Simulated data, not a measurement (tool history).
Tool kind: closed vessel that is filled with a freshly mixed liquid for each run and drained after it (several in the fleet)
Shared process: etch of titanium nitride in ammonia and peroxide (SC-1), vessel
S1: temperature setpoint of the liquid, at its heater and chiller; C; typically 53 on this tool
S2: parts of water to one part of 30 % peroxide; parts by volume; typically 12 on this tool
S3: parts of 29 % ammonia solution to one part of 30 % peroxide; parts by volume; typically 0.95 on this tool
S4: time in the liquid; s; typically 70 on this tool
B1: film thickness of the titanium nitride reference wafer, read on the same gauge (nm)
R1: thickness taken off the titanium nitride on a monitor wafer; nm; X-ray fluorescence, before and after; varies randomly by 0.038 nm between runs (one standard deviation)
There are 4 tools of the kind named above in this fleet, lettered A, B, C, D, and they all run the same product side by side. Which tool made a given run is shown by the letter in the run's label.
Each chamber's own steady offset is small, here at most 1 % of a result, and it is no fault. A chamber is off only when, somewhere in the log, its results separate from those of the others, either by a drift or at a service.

run 1C day=0.192 | S1=53 S2=12 S3=0.95 S4=70 | B1=110.00 | R1=8.0557
run 2B day=0.329 | S1=53 S2=12 S3=0.95 S4=70 | B1=109.99 | R1=8.1630
run 3D day=0.442 | S1=53 S2=12 S3=0.95 S4=70 | B1=110.00 | R1=8.1675
run 4A day=0.625 | S1=53 S2=12 S3=0.95 S4=70 | B1=110.01 | R1=8.1555
run 5C day=0.808 | S1=53 S2=12 S3=0.95 S4=70 | B1=109.99 | R1=8.1487
run 6A day=1.000 | S1=53 S2=12 S3=0.95 S4=70 | B1=109.99 | R1=8.1457
run 7D day=1.138 | S1=53 S2=12 S3=0.95 S4=70 | B1=110.02 | R1=8.1156
run 8B day=1.300 | S1=53 S2=12 S3=0.95 S4=70 | B1=109.98 | R1=8.0578
run 9D day=1.529 | S1=53 S2=12 S3=0.95 S4=70 | B1=110.02 | R1=8.1130
run 10C day=1.692 | S1=46 S2=12 S3=1.20 S4=70 | B1=109.99 | R1=5.1327
run 11A day=1.858 | S1=46 S2=12 S3=1.20 S4=70 | B1=110.01 | R1=5.2262
run 12B day=1.967 | S1=46 S2=12 S3=1.20 S4=70 | B1=109.99 | R1=5.0392
-- day=2.138 chamber C: thermometer replaced
run 13B day=2.142 | S1=46 S2=12 S3=1.20 S4=70 | B1=110.01 | R1=5.0088
run 14A day=2.329 | S1=53 S2=12 S3=0.55 S4=90 | B1=110.00 | R1=9.5536
run 15D day=2.550 | S1=53 S2=12 S3=0.55 S4=90 | B1=109.99 | R1=9.5894
run 16C day=2.654 | S1=53 S2=12 S3=0.55 S4=90 | B1=110.02 | R1=9.4975
run 17A day=2.812 | S1=53 S2=12 S3=0.55 S4=90 | B1=110.00 | R1=9.5586
run 18D day=2.962 | S1=53 S2=12 S3=0.95 S4=70 | B1=110.00 | R1=8.2002
run 19C day=3.067 | S1=53 S2=12 S3=0.95 S4=70 | B1=109.99 | R1=8.1744
run 20B day=3.192 | S1=53 S2=12 S3=0.95 S4=70 | B1=110.00 | R1=7.8590
run 21D day=3.371 | S1=53 S2=12 S3=0.95 S4=70 | B1=109.99 | R1=8.0904
run 22B day=3.517 | S1=53 S2=12 S3=0.95 S4=70 | B1=110.01 | R1=7.8130
run 23A day=3.671 | S1=53 S2=12 S3=0.95 S4=70 | B1=110.02 | R1=8.2392
run 24C day=3.879 | S1=53 S2=12 S3=0.95 S4=70 | B1=110.00 | R1=8.1295
run 25C day=4.042 | S1=53 S2=12 S3=0.95 S4=70 | B1=110.00 | R1=8.0848
run 26D day=4.246 | S1=53 S2=12 S3=0.95 S4=70 | B1=109.99 | R1=8.1314
run 27B day=4.429 | S1=53 S2=12 S3=0.95 S4=70 | B1=109.98 | R1=7.7242

Next, every chamber runs the same settings. What will each give?
run 28A day=4.596 | S1=53 S2=12 S3=0.95 S4=70 | R1=?
run 28B day=4.596 | S1=53 S2=12 S3=0.95 S4=70 | R1=?
run 28C day=4.596 | S1=53 S2=12 S3=0.95 S4=70 | R1=?
run 28D day=4.596 | S1=53 S2=12 S3=0.95 S4=70 | R1=?

run=28A R1=8.1938
run=28B R1=7.7248
run=28C R1=8.0535
run=28D R1=8.0656
